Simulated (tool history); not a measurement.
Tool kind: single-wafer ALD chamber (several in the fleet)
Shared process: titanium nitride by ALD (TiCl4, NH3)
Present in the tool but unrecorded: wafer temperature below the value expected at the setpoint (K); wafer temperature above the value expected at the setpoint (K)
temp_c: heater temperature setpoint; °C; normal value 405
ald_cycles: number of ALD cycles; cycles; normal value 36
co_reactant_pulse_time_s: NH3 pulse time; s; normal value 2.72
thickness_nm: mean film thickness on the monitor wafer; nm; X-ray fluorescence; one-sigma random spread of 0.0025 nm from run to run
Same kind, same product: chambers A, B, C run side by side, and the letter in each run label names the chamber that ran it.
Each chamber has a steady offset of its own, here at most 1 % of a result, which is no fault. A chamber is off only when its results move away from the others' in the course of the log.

run	hour	temp_c	ald_cycles	co_reactant_pulse_time_s	hours since the last thermocouple change	read-back reference wafer on the same gauge, thickness_nm	thickness_nm
1A	5.8	405	36	2.72	98.3	0.76740	0.80281
2B	11.5	405	36	2.72	1046.7	0.76820	0.79966
3C	18.1	405	36	2.72	81.8	0.76799	0.80800
4C	23.9	405	36	2.72	87.6	0.76739	0.81131
5A	28.2	405	36	2.72	120.7	0.76798	0.80178
6B	34.0	405	36	2.72	1069.2	0.76803	0.79751
7B	39.0	415	40	2.72	1074.2	0.76829	0.88847
8C	42.9	415	40	2.72	106.6	0.76847	0.90684
9A	45.9	415	40	2.72	138.4	0.76769	0.89075
10A	51.0	405	36	2.72	143.5	0.76734	0.80200
11C	55.9	405	36	2.06	119.6	0.76878	0.80562
12B	61.2	405	36	2.06	1096.4	0.76791	0.78595
13A	67.4	405	36	2.06	159.9	0.76803	0.79696
14C	70.9	405	36	2.72	134.6	0.76844	0.81096
15B	75.6	405	36	2.72	1110.8	0.76799	0.79556
16C	81.3	405	36	2.72	145.0	0.76843	0.81051
17A	85.2	405	36	2.72	177.7	0.76788	0.80717
18B	89.1	405	36	2.00	1124.3	0.76836	0.78899
19A	93.2	405	36	2.00	185.7	0.76804	0.79204
20B	98.9	405	36	2.00	1134.1	0.76852	0.79204
21C	104.7	405	36	2.72	168.4	0.76830	0.80687
22A	109.0	405	36	2.72	201.5	0.76828	0.80549
23C	115.2	405	36	2.72	178.9	0.76774	0.81302
24B	120.0	405	36	2.72	1155.2	0.76839	0.79116
25C	126.4	405	36	2.72	190.1	0.76819	0.80868
26A	131.0	405	36	2.72	223.5	0.76840	0.80202
27B	137.1	405	36	2.72	1172.3	0.76789	0.80037
28B	142.1	405	36	2.72	1177.3	0.76794	0.80292
29A	147.4	405	36	2.72	239.9	0.76808	0.80226
30C	153.1	405	36	2.72	216.8	0.76768	0.81019
31C	157.3	405	36	2.72	221.0	0.76747	0.81448
32A	163.1	405	36	2.72	255.6	0.76747	0.80356
33B	168.4	405	36	2.72	1203.6	0.76725	0.79923
34B	171.2	405	36	2.72	1206.4	0.76753	0.79874
35A	175.0	396	36	1.73	267.5	0.76813	0.77826
36C	180.9	396	36	1.73	244.6	0.76803	0.79289
37A	185.0	396	36	1.73	277.5	0.76775	0.78346
38B	189.3	405	36	2.72	1224.5	0.76802	0.79425
39C	193.5	405	36	2.72	257.2	0.76785	0.81235

Which is it: a chamber that has drifted or been left off by a service, a gauge drift common to all chambers, or only each chamber's usual small offset? If a chamber is off, name it and its likeliest cause.

Beyond each chamber's small constant offset nothing stands out, and the gauge stays steady.
